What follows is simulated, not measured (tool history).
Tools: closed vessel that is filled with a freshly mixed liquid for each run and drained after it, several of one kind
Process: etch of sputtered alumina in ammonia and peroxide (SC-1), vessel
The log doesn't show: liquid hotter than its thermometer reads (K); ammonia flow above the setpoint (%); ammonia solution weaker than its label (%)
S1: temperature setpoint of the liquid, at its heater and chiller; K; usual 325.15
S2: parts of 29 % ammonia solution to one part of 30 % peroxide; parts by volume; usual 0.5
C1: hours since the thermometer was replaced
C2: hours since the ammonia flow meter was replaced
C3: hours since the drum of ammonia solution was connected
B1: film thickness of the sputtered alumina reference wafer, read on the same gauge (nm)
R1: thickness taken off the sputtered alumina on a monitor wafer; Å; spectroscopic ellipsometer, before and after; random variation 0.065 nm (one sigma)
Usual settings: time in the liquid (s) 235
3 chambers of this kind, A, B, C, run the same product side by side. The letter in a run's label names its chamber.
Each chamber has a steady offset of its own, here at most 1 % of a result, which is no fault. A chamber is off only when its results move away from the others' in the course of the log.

run 1C hour=6.5 | S1=325.15 S2=0.5 time_in_the_liquid_(s)=235 | C1=1591.4 C2=1289.8 C3=918.8 | B1=79.968 | R1=166.13
run 2A hour=13.2 | S1=325.15 S2=0.5 time_in_the_liquid_(s)=235 | C1=463.1 C2=779.4 C3=108 | B1=79.967 | R1=166.46
run 3B hour=23.2 | S1=325.15 S2=0.5 time_in_the_liquid_(s)=235 | C1=1047.3 C2=1457.5 C3=299.1 | B1=80.025 | R1=164.33
-- hour=30.5 chamber C: new drum of ammonia solution connected
run 4A hour=33.1 | S1=325.15 S2=0.5 time_in_the_liquid_(s)=235 | C1=483 C2=799.3 C3=127.9 | B1=79.987 | R1=168.53
run 5B hour=38.8 | S1=325.15 S2=0.5 time_in_the_liquid_(s)=235 | C1=1062.9 C2=1473.1 C3=314.7 | B1=79.991 | R1=165.57
run 6C hour=48.2 | S1=325.15 S2=0.5 time_in_the_liquid_(s)=235 | C1=1633.1 C2=1331.5 C3=17.8 | B1=80.002 | R1=167.27
run 7A hour=57 | S1=325.15 S2=0.5 time_in_the_liquid_(s)=235 | C1=506.9 C2=823.2 C3=151.8 | B1=79.979 | R1=168.86
run 8C hour=63.1 | S1=325.15 S2=0.5 time_in_the_liquid_(s)=235 | C1=1648 C2=1346.4 C3=32.7 | B1=80.011 | R1=165.54
run 9B hour=72.5 | S1=316.65 S2=0.3 time_in_the_liquid_(s)=235 | C1=1096.6 C2=1506.8 C3=348.4 | B1=79.98 | R1=97.601
-- hour=75.4 chamber B: new drum of ammonia solution connected
-- hour=75.7 chamber B: ammonia flow meter replaced
run 10C hour=81.7 | S1=316.65 S2=0.3 time_in_the_liquid_(s)=235 | C1=1666.6 C2=1365 C3=51.3 | B1=79.985 | R1=99.275
run 11B hour=91.1 | S1=316.65 S2=0.3 time_in_the_liquid_(s)=235 | C1=1115.2 C2=15.4 C3=15.8 | B1=79.986 | R1=97.957
run 12A hour=98.5 | S1=325.15 S2=0.5 time_in_the_liquid_(s)=235 | C1=548.4 C2=864.7 C3=193.3 | B1=79.97 | R1=170.09
run 13C hour=105.6 | S1=317.15 S2=0.5 time_in_the_liquid_(s)=235 | C1=1690.5 C2=1388.9 C3=75.2 | B1=80.006 | R1=106.65
run 14B hour=112.8 | S1=317.15 S2=0.5 time_in_the_liquid_(s)=235 | C1=1136.9 C2=37.1 C3=37.5 | B1=79.957 | R1=105.11
run 15A hour=118.6 | S1=317.15 S2=0.5 time_in_the_liquid_(s)=235 | C1=568.5 C2=884.8 C3=213.4 | B1=80.004 | R1=110.62
run 16B hour=125.2 | S1=325.15 S2=0.5 time_in_the_liquid_(s)=235 | C1=1149.3 C2=49.5 C3=49.9 | B1=80.03 | R1=164.39
run 17C hour=131.5 | S1=328.15 S2=0.4 time_in_the_liquid_(s)=235 | C1=1716.4 C2=1414.8 C3=101.1 | B1=80.037 | R1=190.75
run 18A hour=142.7 | S1=328.15 S2=0.4 time_in_the_liquid_(s)=235 | C1=592.6 C2=908.9 C3=237.5 | B1=80.035 | R1=198.37
run 19A hour=151.4 | S1=328.15 S2=0.4 time_in_the_liquid_(s)=235 | C1=601.3 C2=917.6 C3=246.2 | B1=79.991 | R1=199.04
run 20C hour=161.2 | S1=325.15 S2=0.5 time_in_the_liquid_(s)=235 | C1=1746.1 C2=1444.5 C3=130.8 | B1=79.986 | R1=167.33

Is one chamber off against the others, does the gauge drift, or is nothing wrong? If a chamber is off, say which, and what the likeliest cause is.

Chamber A drifts away from the others.
Cause: liquid hotter than its thermometer reads (K) = 0.846.

Here are 4 candidates for chamber A's next run, each the usual settings with a change, their results left as question marks. Which one brings its results back in line with what the others give on the usual settings?
In line means no further than this from the other chambers' mean on the usual settings: R1 2.3 Å
run 21A-1 hour=169.5 | S1=326.15 S2=0.5 time_in_the_liquid_(s)=235 | R1=?
run 21A-2 hour=169.5 | S1=324.65 S2=0.5 time_in_the_liquid_(s)=235 | R1=?
run 21A-3 hour=169.5 | S1=324.15 S2=0.5 time_in_the_liquid_(s)=235 | R1=?
run 21A-4 hour=169.5 | S1=325.15 S2=0.65 time_in_the_liquid_(s)=235 | R1=?

The other chambers' mean on the usual settings: R1 165.91 Å
run=21A-1 R1=185.25
run=21A-2 R1=171.06
run=21A-3 R1=166.58
run=21A-4 R1=180.18
21A-3 brings the chamber back in line.
